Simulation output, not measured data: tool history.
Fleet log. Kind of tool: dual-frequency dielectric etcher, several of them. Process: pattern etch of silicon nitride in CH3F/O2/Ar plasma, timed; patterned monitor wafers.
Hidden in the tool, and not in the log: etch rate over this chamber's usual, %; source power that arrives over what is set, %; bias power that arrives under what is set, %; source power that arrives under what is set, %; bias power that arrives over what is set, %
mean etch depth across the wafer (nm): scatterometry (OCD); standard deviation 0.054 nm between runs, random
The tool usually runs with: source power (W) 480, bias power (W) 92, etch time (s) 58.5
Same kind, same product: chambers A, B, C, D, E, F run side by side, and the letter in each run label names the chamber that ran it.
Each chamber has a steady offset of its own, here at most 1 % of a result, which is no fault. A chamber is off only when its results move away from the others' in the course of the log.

run   hour  source power (W)  bias power (W)  etch time (s)  hours since the last wet clean  hours since the last source power generator calibration  hours since the last bias power generator calibration  read-back reference wafer on the same gauge, depth_nm  mean etch depth across the wafer (nm)
 1D    6.6               480              92           58.5                           236.9                                                   1142.0                                                  907.8                                                 55.294                                 47.916
       7.0  -- chamber B: wet clean of the chamber
 2C   14.4               480              92           58.5                           330.3                                                   1843.6                                                 1712.9                                                 55.291                                 47.938
 3E   19.1               480              92           58.5                           208.6                                                   3990.7                                                 3395.4                                                 55.283                                 47.485
 4F   27.0               480              92           58.5                           151.3                                                   1644.9                                                 1370.6                                                 55.284                                 47.442
 5A   33.5               480              92           58.5                           106.1                                                   2721.0                                                 1351.6                                                 55.263                                 47.680
 6B   42.5               590              92           41.5                            35.6                                                    403.7                                                 1524.6                                                 55.257                                 36.843
 7E   48.7               590              92           41.5                           238.2                                                   4020.3                                                 3425.0                                                 55.252                                 36.453
 8F   57.4               590              92           41.5                           181.7                                                   1675.3                                                 1401.0                                                 55.245                                 36.466
 9C   68.2               590              92           41.5                           384.1                                                   1897.4                                                 1766.7                                                 55.239                                 36.799
10A   75.6               590              92           41.5                           148.2                                                   2763.1                                                 1393.7                                                 55.215                                 36.480
      77.4  -- chamber C: wet clean of the chamber
11D   85.3               590              92           41.5                           315.6                                                   1220.7                                                  986.5                                                 55.231                                 36.759
12B   90.1               480              92           58.5                            83.2                                                    451.3                                                 1572.2                                                 55.241                                 48.051
13F  100.5               480              92           58.5                           224.8                                                   1718.4                                                 1444.1                                                 55.220                                 47.398
14B  108.7               400              74           58.5                           101.8                                                    469.9                                                 1590.8                                                 55.202                                 41.631
15C  118.3               400              74           58.5                            41.0                                                   1947.5                                                 1816.8                                                 55.208                                 41.354
16E  128.2               400              74           58.5                           317.7                                                   4099.8                                                 3504.5                                                 55.193                                 40.975
17D  138.5               400              74           58.5                           368.8                                                   1273.9                                                 1039.7                                                 55.179                                 41.237
18A  148.7               400              74           58.5                           221.3                                                   2836.2                                                 1466.8                                                 55.172                                 41.199
     149.9  -- chamber F: source power generator calibrated
19A  158.3               400              74           58.5                           230.9                                                   2845.8                                                 1476.4                                                 55.162                                 41.163
20C  164.8               480              92           58.5                            87.5                                                   1994.0                                                 1863.3                                                 55.151                                 47.931
21B  170.6               480              92           58.5                           163.7                                                    531.8                                                 1652.7                                                 55.153                                 47.990
22D  176.4               480              92           58.5                           406.7                                                   1311.8                                                 1077.6                                                 55.161                                 47.881
23E  185.5               480              92           58.5                           375.0                                                   4157.1                                                 3561.8                                                 55.155                                 47.343
24F  191.1               480              92           58.5                           315.4                                                     41.2                                                 1534.7                                                 55.137                                 47.479
     195.2  -- chamber E: wet clean of the chamber
25F  199.5               480              92           58.5                           323.8                                                     49.6                                                 1543.1                                                 55.132                                 47.388
26E  204.5               480              92           58.5                             9.4                                                   4176.1                                                 3580.8                                                 55.142                                 47.398
27D  210.5               480              92           58.5                           440.8                                                   1345.9                                                 1111.7                                                 55.118                                 47.680
28B  218.3               480              92           58.5                           211.4                                                    579.5                                                 1700.4                                                 55.117                                 48.008
29C  224.5               480              77           58.5                           147.2                                                   2053.7                                                 1923.0                                                 55.108                                 44.962
30A  233.9               480              77           58.5                           306.5                                                   2921.4                                                 1552.0                                                 55.103                                 44.638
31D  239.4               480              77           58.5                           469.7                                                   1374.8                                                 1140.6                                                 55.114                                 44.859
32A  244.8               480              77           58.5                           317.4                                                   2932.3                                                 1562.9                                                 55.093                                 44.715
33F  254.0               480              77           58.5                           378.3                                                    104.1                                                 1597.6                                                 55.080                                 44.497
34E  264.1               480              77           58.5                            69.0                                                   4235.7                                                 3640.4                                                 55.082                                 44.467
35B  273.0               480              84           58.5                           266.1                                                    634.2                                                 1755.1                                                 55.070                                 46.387
36C  278.1               480              84           58.5                           200.8                                                   2107.3                                                 1976.6                                                 55.052                                 46.416
37A  286.8               480              84           58.5                           359.4                                                   2974.3                                                 1604.9                                                 55.064                                 45.996
38E  292.1               480              84           58.5                            97.0                                                   4263.7                                                 3668.4                                                 55.042                                 45.763
39F  299.3               480              84           58.5                           423.6                                                    149.4                                                 1642.9                                                 55.040                                 45.815

Next, all 6 chambers run the settings below, one line each with question marks for the results. What does each chamber give?
40A  307.0               480             100           58.5                                                                                                                                                                                                                                             ?
40B  307.0               480             100           58.5                                                                                                                                                                                                                                             ?
40C  307.0               480             100           58.5                                                                                                                                                                                                                                             ?
40D  307.0               480             100           58.5                                                                                                                                                                                                                                             ?
40E  307.0               480             100           58.5                                                                                                                                                                                                                                             ?
40F  307.0               480             100           58.5                                                                                                                                                                                                                                             ?

run  mean etch depth across the wafer (nm)
40A                                 48.901
40B                                 49.445
40C                                 49.186
40D                                 49.195
40E                                 48.721
40F                                 48.631

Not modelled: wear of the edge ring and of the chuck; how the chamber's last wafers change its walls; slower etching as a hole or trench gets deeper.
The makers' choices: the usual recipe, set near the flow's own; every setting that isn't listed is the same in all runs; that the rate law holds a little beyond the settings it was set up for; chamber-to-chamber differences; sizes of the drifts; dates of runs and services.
